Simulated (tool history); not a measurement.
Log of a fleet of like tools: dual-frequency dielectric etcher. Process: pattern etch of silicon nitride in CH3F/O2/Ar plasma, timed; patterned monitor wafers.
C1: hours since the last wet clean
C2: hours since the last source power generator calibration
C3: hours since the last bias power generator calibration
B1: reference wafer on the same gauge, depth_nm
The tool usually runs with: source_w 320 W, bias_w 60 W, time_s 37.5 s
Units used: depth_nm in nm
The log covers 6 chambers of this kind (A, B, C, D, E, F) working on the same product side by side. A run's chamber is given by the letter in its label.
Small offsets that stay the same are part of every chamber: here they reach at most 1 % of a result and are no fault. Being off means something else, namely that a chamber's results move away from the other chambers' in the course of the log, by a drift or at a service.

Run 1A, day 0.171: usual settings; C1 378.7; C2 1412.5; C3 2537; B1 22.915. Result: depth_nm 22.71 nm.
Run 2D, day 0.35: usual settings; C1 145.1; C2 699.5; C3 862.8; B1 22.959. Result: depth_nm 22.748 nm.
Run 3F, day 0.504: usual settings; C1 204.3; C2 838.4; C3 155.9; B1 22.906. Result: depth_nm 22.611 nm.
Run 4E, day 0.621: usual settings; C1 262.9; C2 1179.3; C3 2779.9; B1 22.903. Result: depth_nm 22.38 nm.
Run 5B, day 0.838: usual settings but source_w 260 W, bias_w 52 W; C1 389.3; C2 2102.5; C3 624.9; B1 22.905. Result: depth_nm 20.088 nm.
Run 6C, day 0.946: usual settings but source_w 260 W, bias_w 52 W; C1 253.7; C2 1499.3; C3 1754.9; B1 22.894. Result: depth_nm 20.071 nm.
Run 7B, day 1.108: usual settings but source_w 260 W, bias_w 52 W; C1 395.8; C2 2109; C3 631.4; B1 22.892. Result: depth_nm 19.94 nm.
Run 8A, day 1.242: usual settings but source_w 260 W, bias_w 52 W; C1 404.4; C2 1438.2; C3 2562.7; B1 22.921. Result: depth_nm 19.946 nm.
Run 9C, day 1.342: usual settings but source_w 260 W, bias_w 52 W; C1 263.2; C2 1508.8; C3 1764.4; B1 22.88. Result: depth_nm 19.91 nm.
Run 10F, day 1.496: usual settings but source_w 260 W, bias_w 52 W; C1 228.1; C2 862.2; C3 179.7; B1 22.911. Result: depth_nm 19.898 nm.
Run 11E, day 1.633: usual settings; C1 287.2; C2 1203.6; C3 2804.2; B1 22.919. Result: depth_nm 22.296 nm.
Run 12D, day 1.796: usual settings but time_s 31.5 s; C1 179.8; C2 734.2; C3 897.5; B1 22.917. Result: depth_nm 19.141 nm.
Run 13A, day 1.904: usual settings but time_s 31.5 s; C1 420.3; C2 1454.1; C3 2578.6; B1 22.884. Result: depth_nm 19.03 nm.
Run 14D, day 2.117: usual settings but time_s 31.5 s; C1 187.5; C2 741.9; C3 905.2; B1 22.855. Result: depth_nm 19.172 nm.
Run 15C, day 2.238: usual settings but time_s 31.5 s; C1 284.7; C2 1530.3; C3 1785.9; B1 22.908. Result: depth_nm 18.975 nm.
Run 16B, day 2.354: usual settings but time_s 31.5 s; C1 425.7; C2 2138.9; C3 661.3; B1 22.947. Result: depth_nm 19.056 nm.
Run 17E, day 2.508: usual settings but time_s 31.5 s; C1 308.2; C2 1224.6; C3 2825.2; B1 22.875. Result: depth_nm 18.806 nm.
Run 18F, day 2.667: usual settings; C1 256.2; C2 890.3; C3 207.8; B1 22.91. Result: depth_nm 22.532 nm.
Run 19F, day 2.842: usual settings; C1 260.4; C2 894.5; C3 212; B1 22.886. Result: depth_nm 22.698 nm.
Run 20E, day 2.962: usual settings but time_s 33 s; C1 319.1; C2 1235.5; C3 2836.1; B1 22.91. Result: depth_nm 19.704 nm.
At day 3.083: chamber E: bias power generator calibrated.
Run 21D, day 3.15: usual settings but time_s 33 s; C1 212.3; C2 766.7; C3 930; B1 22.92. Result: depth_nm 19.835 nm.
At day 3.171: chamber B: wet clean of the chamber.
Run 22B, day 3.375: usual settings but time_s 33 s; C1 5; C2 2163.4; C3 685.8; B1 22.889. Result: depth_nm 19.911 nm.
Run 23C, day 3.588: usual settings but time_s 33 s; C1 317.1; C2 1562.7; C3 1818.3; B1 22.904. Result: depth_nm 19.9 nm.
Run 24A, day 3.808: usual settings but time_s 33 s; C1 466; C2 1499.8; C3 2624.3; B1 22.895. Result: depth_nm 20.142 nm.
At day 3.846: chamber E: wet clean of the chamber.
Run 25A, day 4.025: usual settings but time_s 33 s; C1 471.2; C2 1505; C3 2629.5; B1 22.909. Result: depth_nm 20.145 nm.
Run 26E, day 4.208: usual settings; C1 8.7; C2 1265.4; C3 27; B1 22.906. Result: depth_nm 22.384 nm.
Run 27D, day 4.317: usual settings; C1 240.3; C2 794.7; C3 958; B1 22.891. Result: depth_nm 22.78 nm.
At day 4.504: chamber A: wet clean of the chamber.
Run 28B, day 4.529: usual settings; C1 32.7; C2 2191.1; C3 713.5; B1 22.871. Result: depth_nm 22.852 nm.
Run 29C, day 4.629: usual settings; C1 342.1; C2 1587.7; C3 1843.3; B1 22.922. Result: depth_nm 22.604 nm.
Run 30F, day 4.729: usual settings; C1 305.7; C2 939.8; C3 257.3; B1 22.93. Result: depth_nm 22.553 nm.
Run 31F, day 4.942: usual settings; C1 310.8; C2 944.9; C3 262.4; B1 22.9. Result: depth_nm 22.73 nm.
Run 32B, day 5.062: usual settings; C1 45.5; C2 2203.9; C3 726.3; B1 22.877. Result: depth_nm 22.735 nm.
Run 33C, day 5.25: usual settings but source_w 260 W, bias_w 51 W; C1 357; C2 1602.6; C3 1858.2; B1 22.94. Result: depth_nm 20.078 nm.
Run 34E, day 5.362: usual settings but source_w 260 W, bias_w 51 W; C1 36.4; C2 1293.1; C3 54.7; B1 22.863. Result: depth_nm 19.623 nm.
Run 35A, day 5.588: usual settings but source_w 260 W, bias_w 51 W; C1 26; C2 1542.5; C3 2667; B1 22.884. Result: depth_nm 20.024 nm.
Run 36D, day 5.783: usual settings but source_w 260 W, bias_w 51 W; C1 275.5; C2 829.9; C3 993.2; B1 22.935. Result: depth_nm 19.792 nm.
Run 37D, day 5.988: usual settings but source_w 260 W, bias_w 51 W; C1 280.4; C2 834.8; C3 998.1; B1 22.917. Result: depth_nm 19.989 nm.
Run 38A, day 6.092: usual settings but source_w 260 W, bias_w 51 W; C1 38.1; C2 1554.6; C3 2679.1; B1 22.905. Result: depth_nm 19.887 nm.
Run 39B, day 6.304: usual settings but bias_w 67 W; C1 75.3; C2 2233.7; C3 756.1; B1 22.892. Result: depth_nm 23.328 nm.
Run 40C, day 6.408: usual settings but bias_w 67 W; C1 384.8; C2 1630.4; C3 1886; B1 22.905. Result: depth_nm 23.647 nm.
Run 41F, day 6.588: usual settings but bias_w 67 W; C1 350.3; C2 984.4; C3 301.9; B1 22.876. Result: depth_nm 23.416 nm.
Run 42E, day 6.783: usual settings but bias_w 67 W; C1 70.5; C2 1327.2; C3 88.8; B1 22.886. Result: depth_nm 23.572 nm.

Predict what each chamber gives when all 6 of them run the settings below next.
Run 43A, day 6.946: usual settings. Result: depth_nm ?.
Run 43B, day 6.946: usual settings. Result: depth_nm ?.
Run 43C, day 6.946: usual settings. Result: depth_nm ?.
Run 43D, day 6.946: usual settings. Result: depth_nm ?.
Run 43E, day 6.946: usual settings. Result: depth_nm ?.
Run 43F, day 6.946: usual settings. Result: depth_nm ?.

run  depth_nm
43A    22.741
43B    22.647
43C    22.853
43D    22.655
43E    22.483
43F    22.695
